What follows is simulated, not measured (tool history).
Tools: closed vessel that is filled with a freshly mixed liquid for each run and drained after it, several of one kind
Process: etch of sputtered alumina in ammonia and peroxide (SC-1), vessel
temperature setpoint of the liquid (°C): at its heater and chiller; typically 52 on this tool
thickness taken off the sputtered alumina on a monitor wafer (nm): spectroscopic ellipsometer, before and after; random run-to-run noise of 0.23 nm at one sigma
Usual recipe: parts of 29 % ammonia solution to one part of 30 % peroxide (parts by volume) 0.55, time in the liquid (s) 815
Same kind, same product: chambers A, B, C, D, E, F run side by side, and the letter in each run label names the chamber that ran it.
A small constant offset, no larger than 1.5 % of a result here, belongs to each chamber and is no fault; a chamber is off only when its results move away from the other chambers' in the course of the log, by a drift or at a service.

run	hour	temperature setpoint of the liquid (°C)	parts of 29 % ammonia solution to one part of 30 % peroxide (parts by volume)	time in the liquid (s)	read-back film thickness of the sputtered alumina reference wafer, read on the same gauge (nm)	thickness taken off the sputtered alumina on a monitor wafer (nm)
1F	2.6	52	0.55	815	59.992	30.108
2B	5.4	52	0.55	815	59.995	30.108
3A	8.2	52	0.55	815	59.987	29.533
4E	12.1	52	0.55	815	59.997	29.178
5D	17.0	52	0.55	815	60.022	29.710
6C	20.4	52	0.55	815	60.013	29.751
# hour 23.2: chamber E: ammonia flow meter replaced
7D	24.5	46	0.55	1025	59.999	26.756
8B	27.5	46	0.55	1025	59.983	26.701
9C	32.1	46	0.55	1025	60.019	26.753
10A	34.7	46	0.55	1025	59.970	26.522
11E	39.5	46	0.55	1025	60.030	26.787
12F	43.4	46	0.55	1025	59.980	27.306
13A	46.3	52	0.75	1140	60.012	43.255
14E	48.5	52	0.75	1140	60.012	42.286
15F	52.1	52	0.75	1140	59.985	43.196
16D	54.9	52	0.75	1140	59.999	42.982
17C	57.8	52	0.75	1140	60.013	41.885
18B	62.7	52	0.75	1140	60.006	42.559
19C	65.2	52	0.55	815	60.004	29.811
20D	68.6	52	0.55	815	59.991	29.662
21A	73.3	52	0.55	815	59.978	29.830
22F	77.7	52	0.55	815	60.027	30.297
23E	82.7	52	0.55	815	59.997	29.674
24B	85.7	52	0.55	815	59.991	30.537
25D	88.2	52	0.55	815	59.993	29.763
# hour 89.0: chamber C: ammonia flow meter replaced
26A	93.0	52	0.55	815	59.986	29.464
27F	97.5	56	0.55	815	60.001	37.309
28C	101.7	56	0.55	815	60.009	36.328
29E	105.6	56	0.55	815	59.980	35.967
30B	110.2	56	0.55	815	60.004	38.732
31F	114.9	56	0.55	815	59.993	37.187
32C	119.6	56	0.55	815	59.984	36.693
33E	124.3	52	0.30	815	60.005	28.055
34D	126.6	52	0.30	815	60.016	27.902
35A	130.2	52	0.30	815	59.989	28.005
36B	134.6	52	0.30	815	60.003	30.352
37E	138.4	52	0.30	815	60.006	28.347
38A	142.8	52	0.30	815	60.008	28.030
39C	146.1	52	0.55	815	59.990	29.314

One chamber off, gauge drift, or nothing amiss beyond the chambers' own small offsets? If it is a chamber, which one, and what is the likeliest cause?

Little by little, chamber B moves away from the other chambers.
Cause: liquid hotter than its thermometer reads (K) = 1.55.

Here are 4 candidates for chamber B's next run, each the usual settings with a change, their results left as question marks. Which one brings its results back in line with what the others give on the usual settings?
In line means no further than this from the other chambers' mean on the usual settings: thickness taken off the sputtered alumina on a monitor wafer (nm) 0.800
40B-1	149.8	52.5	0.55	815		?
40B-2	149.8	52.0	0.55	880		?
40B-3	149.8	51.5	0.55	775		?
40B-4	149.8	52.0	0.35	815		?

What the other chambers average on the usual settings: thickness taken off the sputtered alumina on a monitor wafer (nm) 29.705
run	thickness taken off the sputtered alumina on a monitor wafer (nm)
40B-1	33.194
40B-2	34.894
40B-3	29.900
40B-4	30.951
It is 40B-3 that realigns the chamber with its peers.
